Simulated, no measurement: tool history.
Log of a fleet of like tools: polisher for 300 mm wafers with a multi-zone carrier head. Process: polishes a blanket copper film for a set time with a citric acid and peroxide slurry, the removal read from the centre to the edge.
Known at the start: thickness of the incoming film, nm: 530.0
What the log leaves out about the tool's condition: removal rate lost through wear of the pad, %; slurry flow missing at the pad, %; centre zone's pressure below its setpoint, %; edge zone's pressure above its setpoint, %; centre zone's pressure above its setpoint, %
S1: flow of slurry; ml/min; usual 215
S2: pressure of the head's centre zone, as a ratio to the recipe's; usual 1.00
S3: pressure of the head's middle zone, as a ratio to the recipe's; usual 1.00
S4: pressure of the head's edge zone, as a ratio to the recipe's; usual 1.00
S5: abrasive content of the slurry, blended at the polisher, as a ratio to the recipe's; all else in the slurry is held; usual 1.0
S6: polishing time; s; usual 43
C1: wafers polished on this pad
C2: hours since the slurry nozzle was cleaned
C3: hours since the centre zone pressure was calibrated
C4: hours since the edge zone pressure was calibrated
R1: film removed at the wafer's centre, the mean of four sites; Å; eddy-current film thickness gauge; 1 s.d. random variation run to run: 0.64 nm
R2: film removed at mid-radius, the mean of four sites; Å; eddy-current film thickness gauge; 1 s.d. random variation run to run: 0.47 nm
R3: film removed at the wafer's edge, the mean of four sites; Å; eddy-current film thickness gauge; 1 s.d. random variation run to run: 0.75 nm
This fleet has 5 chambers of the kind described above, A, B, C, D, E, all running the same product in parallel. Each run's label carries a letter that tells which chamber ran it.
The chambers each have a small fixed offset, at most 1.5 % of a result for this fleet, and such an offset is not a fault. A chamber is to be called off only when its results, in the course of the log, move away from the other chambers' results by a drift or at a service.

run   hour   S1    S2    S3    S4   S5  S6    C1     C2     C3      C4      R1      R2      R3
 1D    5.2  215  1.00  1.00  1.00  1.0  43   853  674.2  573.0   288.6  786.06  772.87  783.07
       7.4  -- chamber C: worn pad replaced by a new one
 2A   13.8  215  1.00  1.00  1.00  1.0  43  1093  204.0  564.3   446.2  775.34  776.49  777.98
      17.2  -- chamber B: worn pad replaced by a new one
      17.6  -- chamber A: worn pad replaced by a new one
 3E   21.8  215  1.00  1.00  1.00  1.0  43  1157   28.9   40.7   464.9  771.66  780.83  776.58
 4B   28.5  215  1.00  1.00  1.00  1.0  43   170  387.8  104.5   399.6  770.84  775.05  775.73
 5C   36.0  215  1.00  1.00  1.00  1.0  43   431  360.1  115.9  1032.3  775.82  773.26  784.55
 6E   40.1  215  1.00  1.00  1.00  1.0  43  1433   47.2   59.0   483.2  778.40  781.57  791.21
      45.7  -- chamber C: edge zone pressure recalibrated
 7D   48.6  215  1.00  1.00  1.00  1.0  43  1506  717.6  616.4   332.0  779.04  776.19  785.75
      52.8  -- chamber D: worn pad replaced by a new one
 8B   56.3  215  1.00  1.00  1.00  1.0  43   588  415.6  132.3   427.4  759.56  762.36  769.45
      58.8  -- chamber D: slurry nozzle cleaned
 9C   60.5  215  1.00  1.00  1.00  1.0  43   800  384.6  140.4    14.9  781.61  778.95  779.74
10A   69.7  215  1.00  1.00  1.00  1.0  43   784  259.9  620.2   502.1  783.69  780.05  786.45
      70.3  -- chamber C: worn pad replaced by a new one
11C   76.5  215  1.00  1.00  1.00  1.0  43    93  400.6  156.4    30.9  778.86  778.13  785.88
      84.1  -- chamber D: centre zone pressure recalibrated
12E   84.2  215  1.00  1.00  1.00  1.0  43  2096   91.3  103.1   527.3  787.03  787.47  777.72
13A   88.6  215  1.00  1.00  1.00  1.0  43  1068  278.8  639.1   521.0  778.75  783.15  765.92
14D   93.7  215  1.00  1.00  1.00  1.0  43   616   34.9    9.6   377.1  771.45  776.68  761.87
      95.8  -- chamber A: worn pad replaced by a new one
      99.8  -- chamber B: worn pad replaced by a new one
15B  101.0  215  1.00  1.00  1.00  1.0  43    19  460.3  177.0   472.1  771.97  769.88  775.33
16D  105.2  215  1.00  1.00  1.00  1.0  43   789   46.4   21.1   388.6  783.34  767.07  773.18
17E  114.7  215  1.00  1.00  1.00  1.0  43  2555  121.8  133.6   557.8  767.37  782.81  785.24
18A  119.5  215  1.00  1.00  1.00  1.0  43   357  309.7  670.0   551.9  769.58  778.07  781.77
     124.1  -- chamber C: worn pad replaced by a new one
19C  126.1  215  1.00  1.00  1.00  1.0  43    31  450.2  206.0    80.5  770.01  783.58  782.69
20B  132.9  215  1.00  1.00  1.00  1.0  43   498  492.2  208.9   504.0  761.62  766.28  774.57
     138.5  -- chamber D: worn pad replaced by a new one
21D  139.7  215  1.00  1.00  1.00  1.0  43    19   80.9   55.6   423.1  786.78  772.67  780.58
22E  149.0  215  1.00  1.00  1.00  1.0  43  3071  156.1  167.9   592.1  763.48  766.94  774.49
23A  156.5  215  1.00  1.05  1.00  1.0  43   913  346.7  707.0   588.9  784.49  821.53  776.75
24C  160.8  215  1.00  1.05  1.00  1.0  43   553  484.9  240.7   115.2  768.56  807.64  789.78
25B  165.6  215  1.00  1.05  1.00  1.0  43   990  524.9  241.6   536.7  768.64  801.14  752.55
     167.9  -- chamber A: worn pad replaced by a new one
     173.8  -- chamber C: worn pad replaced by a new one
26A  175.1  215  1.00  1.05  1.00  1.0  43   108  365.3  725.6   607.5  777.53  817.82  779.89
27D  180.1  215  1.00  1.05  1.00  1.0  43   626  121.3   96.0   463.5  782.42  809.59  784.13
     182.5  -- chamber B: worn pad replaced by a new one
28C  189.5  215  1.00  1.11  0.89  1.0  43   236  513.6  269.4   143.9  775.74  859.14  740.02
29B  194.2  215  1.00  1.11  0.89  1.0  43   176  553.5  270.2   565.3  764.92  847.13  727.37
30E  199.9  215  1.00  1.11  0.89  1.0  43  3837  207.0  218.8   643.0  727.23  810.08  702.46
31C  204.9  215  1.00  1.11  0.89  1.0  43   467  529.0  284.8   159.3  783.11  859.86  745.36
32B  211.0  215  1.00  1.11  0.89  1.0  43   428  570.3  287.0   582.1  772.20  851.17  716.63
33D  217.5  215  1.00  1.00  1.00  1.0  43  1189  158.7  133.4   500.9  772.93  775.36  768.08
     217.7  -- chamber C: slurry nozzle cleaned
34E  225.8  215  1.00  1.00  1.00  1.0  43  4226  232.9  244.7   668.9  719.61  721.42  734.20
     230.4  -- chamber C: worn pad replaced by a new one
35A  234.8  215  1.00  1.00  1.00  1.0  43  1006  425.0  785.3   667.2  784.95  775.96  767.46
     237.8  -- chamber E: edge zone pressure recalibrated
     238.1  -- chamber A: worn pad replaced by a new one
     239.4  -- chamber D: worn pad replaced by a new one
     242.1  -- chamber B: slurry nozzle cleaned
36C  243.4  215  1.00  1.00  1.00  1.0  43   196   25.7  323.3   197.8  792.71  778.83  780.61
37E  247.9  215  0.95  1.00  1.00  0.8  43  4559  255.0  266.8    10.1  647.25  684.91  694.57
38B  253.5  215  0.95  1.00  1.00  0.8  43  1068   11.5  329.5   624.6  697.90  741.81  724.78
39D  260.3  215  0.95  1.00  1.00  0.8  43   315  201.5  176.2   543.7  698.74  742.13  728.17
40A  265.5  215  0.95  1.00  1.00  0.8  43   412  455.7  816.0   697.9  698.65  745.39  741.26
     266.0  -- chamber B: worn pad replaced by a new one
41E  270.8  215  0.95  1.00  1.00  0.8  43  4903  277.9  289.7    33.0  632.97  675.07  682.48
42B  278.8  215  1.00  1.00  1.00  1.0  43   193   36.8  354.8   649.9  779.13  768.57  762.27

The same settings go to every chamber for the next run, one line per chamber below. Forecast the results for each:
43A  285.6  215  1.00  1.00  0.93  1.0  43                   ?   ?   ?
43B  285.6  215  1.00  1.00  0.93  1.0  43                   ?   ?   ?
43C  285.6  215  1.00  1.00  0.93  1.0  43                   ?   ?   ?
43D  285.6  215  1.00  1.00  0.93  1.0  43                   ?   ?   ?
43E  285.6  215  1.00  1.00  0.93  1.0  43                   ?   ?   ?

run      R1      R2      R3
43A  772.42  793.15  754.97
43B  781.66  767.91  737.20
43C  778.37  772.82  762.63
43D  797.61  777.51  744.24
43E  698.78  690.88  665.29
